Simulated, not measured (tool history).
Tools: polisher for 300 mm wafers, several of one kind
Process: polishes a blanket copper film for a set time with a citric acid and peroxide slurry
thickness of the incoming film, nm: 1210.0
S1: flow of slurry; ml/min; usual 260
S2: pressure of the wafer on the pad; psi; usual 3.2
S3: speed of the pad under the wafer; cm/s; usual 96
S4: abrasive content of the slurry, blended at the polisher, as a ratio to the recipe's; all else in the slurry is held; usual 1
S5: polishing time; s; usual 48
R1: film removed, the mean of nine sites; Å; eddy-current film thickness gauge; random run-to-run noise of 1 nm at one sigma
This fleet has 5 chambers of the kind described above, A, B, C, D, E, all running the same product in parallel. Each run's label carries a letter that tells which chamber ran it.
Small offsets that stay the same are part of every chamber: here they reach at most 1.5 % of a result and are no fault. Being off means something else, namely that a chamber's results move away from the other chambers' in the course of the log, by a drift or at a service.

At hour 2.4: chamber E: worn pad replaced by a new one.
Run 1D, hour 9.3: usual settings. Result: R1 879.69 Å.
At hour 14.4: chamber B: slurry blender recalibrated.
Run 2E, hour 19.5: usual settings. Result: R1 888.01 Å.
At hour 22.1: chamber B: worn pad replaced by a new one.
Run 3B, hour 31.2: usual settings. Result: R1 892.51 Å.
Run 4C, hour 38.4: usual settings. Result: R1 881.5 Å.
Run 5A, hour 51.3: usual settings. Result: R1 897.23 Å.
At hour 54.6: chamber E: slurry blender recalibrated.
At hour 56.5: chamber A: worn pad replaced by a new one.
At hour 57.8: chamber D: worn pad replaced by a new one.
Run 6B, hour 58.3: usual settings. Result: R1 897.52 Å.
At hour 64.8: chamber C: worn pad replaced by a new one.
Run 7A, hour 68.3: usual settings. Result: R1 882.2 Å.
At hour 73.3: chamber D: slurry blender recalibrated.
At hour 75.9: chamber E: worn pad replaced by a new one.
Run 8D, hour 77.3: usual settings. Result: R1 885.13 Å.
Run 9C, hour 90.1: usual settings. Result: R1 912.03 Å.
At hour 90.9: chamber B: worn pad replaced by a new one.
At hour 94.7: chamber A: slurry nozzle cleaned.
Run 10E, hour 101.6: usual settings. Result: R1 912.91 Å.
Run 11C, hour 113.8: usual settings. Result: R1 886.98 Å.
At hour 117.5: chamber A: worn pad replaced by a new one.
Run 12B, hour 119.6: usual settings. Result: R1 908.39 Å.
Run 13D, hour 129.7: usual settings. Result: R1 886.69 Å.
Run 14E, hour 140.5: usual settings but S5 57 s. Result: R1 1060.3 Å.
At hour 142.4: chamber B: slurry blender recalibrated.
At hour 147.4: chamber E: worn pad replaced by a new one.
At hour 148.8: chamber A: slurry blender recalibrated.
Run 15A, hour 153.1: usual settings but S5 57 s. Result: R1 1079.8 Å.
At hour 161.4: chamber C: slurry blender recalibrated.
Run 16B, hour 165.7: usual settings but S5 57 s. Result: R1 1057.9 Å.
At hour 166: chamber D: worn pad replaced by a new one.
At hour 176.1: chamber B: worn pad replaced by a new one.
Run 17E, hour 176.3: usual settings but S5 57 s. Result: R1 1060.4 Å.
Run 18C, hour 184: usual settings but S5 57 s. Result: R1 1079.3 Å.
At hour 188.4: chamber A: worn pad replaced by a new one.
Run 19D, hour 193.1: usual settings. Result: R1 878.25 Å.
At hour 198.7: chamber C: worn pad replaced by a new one.
Run 20A, hour 200.6: usual settings. Result: R1 897.67 Å.
At hour 203.5: chamber E: slurry blender recalibrated.
Run 21E, hour 206.4: usual settings. Result: R1 893.63 Å.
At hour 215.5: chamber E: worn pad replaced by a new one.
Run 22C, hour 217.4: usual settings. Result: R1 888.07 Å.
At hour 229.1: chamber B: slurry nozzle cleaned.
Run 23B, hour 230: usual settings. Result: R1 888.34 Å.
Run 24D, hour 236.8: usual settings. Result: R1 885.8 Å.
Run 25A, hour 242.8: usual settings but S4 1.1. Result: R1 921.67 Å.
Run 26A, hour 249.1: usual settings but S4 1.1. Result: R1 913.52 Å.
At hour 252.2: chamber D: worn pad replaced by a new one.
At hour 257.6: chamber B: worn pad replaced by a new one.
Run 27B, hour 260.4: usual settings but S4 1.1. Result: R1 918.14 Å.
At hour 262.2: chamber A: worn pad replaced by a new one.
At hour 263.2: chamber B: slurry blender recalibrated.
Run 28D, hour 270.2: usual settings but S4 1.1. Result: R1 893.95 Å.
Run 29E, hour 281.7: usual settings but S4 1.1. Result: R1 921.88 Å.
Run 30C, hour 290.9: usual settings. Result: R1 870.66 Å.
At hour 295.1: chamber E: worn pad replaced by a new one.
Run 31A, hour 301.3: usual settings. Result: R1 889.44 Å.
At hour 311.8: chamber C: worn pad replaced by a new one.
Run 32B, hour 312.8: usual settings. Result: R1 906.18 Å.
Run 33C, hour 322.1: usual settings. Result: R1 882.51 Å.
Run 34E, hour 331: usual settings. Result: R1 894.28 Å.
Run 35D, hour 337.2: usual settings. Result: R1 870.82 Å.
At hour 339.3: chamber E: slurry blender recalibrated.
At hour 340.7: chamber E: slurry nozzle cleaned.
Run 36C, hour 343.4: usual settings. Result: R1 909.86 Å.
Run 37E, hour 351.1: usual settings. Result: R1 907.98 Å.

Each of the 5 chambers runs these same settings next. Fill in every chamber's results:
Run 38A, hour 360.3: usual settings but S2 4 psi. Result: R1 ?.
Run 38B, hour 360.3: usual settings but S2 4 psi. Result: R1 ?.
Run 38C, hour 360.3: usual settings but S2 4 psi. Result: R1 ?.
Run 38D, hour 360.3: usual settings but S2 4 psi. Result: R1 ?.
Run 38E, hour 360.3: usual settings but S2 4 psi. Result: R1 ?.

run      R1
38A  1122.7
38B  1114.4
38C  1115.3
38D  1097.2
38E  1099.8

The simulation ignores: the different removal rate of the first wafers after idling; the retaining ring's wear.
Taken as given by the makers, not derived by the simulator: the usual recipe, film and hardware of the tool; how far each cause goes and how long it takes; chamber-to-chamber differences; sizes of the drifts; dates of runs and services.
